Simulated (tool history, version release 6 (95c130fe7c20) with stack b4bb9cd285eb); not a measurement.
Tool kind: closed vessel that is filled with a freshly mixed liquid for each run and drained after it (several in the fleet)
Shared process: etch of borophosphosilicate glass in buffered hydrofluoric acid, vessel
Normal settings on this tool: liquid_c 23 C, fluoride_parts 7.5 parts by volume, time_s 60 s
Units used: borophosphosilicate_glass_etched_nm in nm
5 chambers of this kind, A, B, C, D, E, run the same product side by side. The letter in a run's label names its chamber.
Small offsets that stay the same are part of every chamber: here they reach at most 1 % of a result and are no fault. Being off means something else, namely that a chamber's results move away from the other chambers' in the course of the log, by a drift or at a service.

| run | hour | liquid_c | fluoride_parts | time_s | hours since the thermometer was replaced | hours since the hydrofluoric acid flow meter was replaced | read-back film thickness of the borophosphosilicate glass reference wafer, read on the same gauge (nm) | borophosphosilicate_glass_etched_nm |
|---|---|---|---|---|---|---|---|---|
| 1B | 6.2 | 23 | 7.5 | 60 | 66.4 | 731.4 | 130 | 181.04 |
| 2A | 9.1 | 23 | 7.5 | 60 | 1950.5 | 1583.8 | 130 | 180.09 |
| 3C | 12.3 | 23 | 7.5 | 60 | 907 | 1624 | 130.01 | 181.86 |
|  | 13.6 | chamber C: hydrofluoric acid flow meter replaced |
| 4D | 18.9 | 23 | 7.5 | 60 | 349.4 | 1142.7 | 129.99 | 181.95 |
| 5E | 25 | 23 | 7.5 | 60 | 1248.7 | 314.8 | 129.99 | 185.17 |
| 6C | 31.5 | 23 | 7.5 | 60 | 926.2 | 18 | 130 | 181.48 |
| 7E | 37.5 | 23 | 7.5 | 60 | 1261.2 | 327.3 | 130.03 | 184.64 |
| 8D | 43.7 | 23 | 7.5 | 60 | 374.2 | 1167.5 | 130.02 | 185.02 |
| 9A | 48.6 | 23 | 8.5 | 60 | 1990 | 1623.3 | 130 | 158.75 |
| 10B | 54.2 | 23 | 8.5 | 60 | 114.4 | 779.4 | 130 | 157.53 |
| 11E | 57.6 | 23 | 8.5 | 60 | 1281.3 | 347.4 | 129.97 | 159.62 |
| 12A | 61.8 | 23 | 8.5 | 60 | 2003.2 | 1636.5 | 130.01 | 158.12 |
| 13B | 67.8 | 23 | 8.5 | 60 | 128 | 793 | 130 | 158.6 |
| 14D | 71.3 | 23 | 7.5 | 60 | 401.8 | 1195.1 | 130.02 | 181.49 |
| 15C | 74.5 | 23 | 7.5 | 60 | 969.2 | 61 | 129.99 | 178.7 |
| 16D | 78.9 | 23 | 7.5 | 60 | 409.4 | 1202.7 | 130.01 | 182.97 |
| 17E | 83.3 | 23 | 7.5 | 60 | 1307 | 373.1 | 129.99 | 185.55 |
| 18A | 88.7 | 23 | 7.5 | 60 | 2030.1 | 1663.4 | 129.99 | 181.14 |
| 19B | 94.3 | 23 | 7.5 | 60 | 154.5 | 819.5 | 130 | 183.32 |
| 20C | 98.1 | 23 | 7.5 | 60 | 992.8 | 84.6 | 129.99 | 178.57 |
| 21E | 103.5 | 23 | 7.5 | 60 | 1327.2 | 393.3 | 129.99 | 192.14 |
| 22C | 110 | 23 | 6.5 | 60 | 1004.7 | 96.5 | 130 | 208.28 |
| 23A | 115.7 | 23 | 6.5 | 60 | 2057.1 | 1690.4 | 130 | 212.8 |
| 24D | 122.1 | 23 | 6.5 | 60 | 452.6 | 1245.9 | 129.98 | 211.23 |
| 25B | 127.8 | 23 | 6.5 | 60 | 188 | 853 | 130.01 | 208.26 |
| 26D | 132.8 | 23 | 6.5 | 60 | 463.3 | 1256.6 | 130 | 209.07 |
| 27B | 138.4 | 23 | 7.5 | 60 | 198.6 | 863.6 | 130.01 | 183.12 |
| 28A | 142.6 | 23 | 7.5 | 60 | 2084 | 1717.3 | 129.99 | 182.84 |
| 29C | 149.1 | 23 | 7.5 | 60 | 1043.8 | 135.6 | 130.02 | 179.6 |
| 30E | 155.1 | 23 | 7.5 | 60 | 1378.8 | 444.9 | 129.99 | 195.04 |
| 31C | 160.4 | 23 | 7.5 | 60 | 1055.1 | 146.9 | 129.99 | 181.04 |

All 5 chambers run these settings next. Forecast each chamber's results:
| 32A | 165.1 | 23 | 7.5 | 30 |  |  |  | ? |
| 32B | 165.1 | 23 | 7.5 | 30 |  |  |  | ? |
| 32C | 165.1 | 23 | 7.5 | 30 |  |  |  | ? |
| 32D | 165.1 | 23 | 7.5 | 30 |  |  |  | ? |
| 32E | 165.1 | 23 | 7.5 | 30 |  |  |  | ? |

| run | borophosphosilicate_glass_etched_nm |
|---|---|
| 32A | 90.693 |
| 32B | 91.072 |
| 32C | 89.998 |
| 32D | 92.159 |
| 32E | 98.896 |
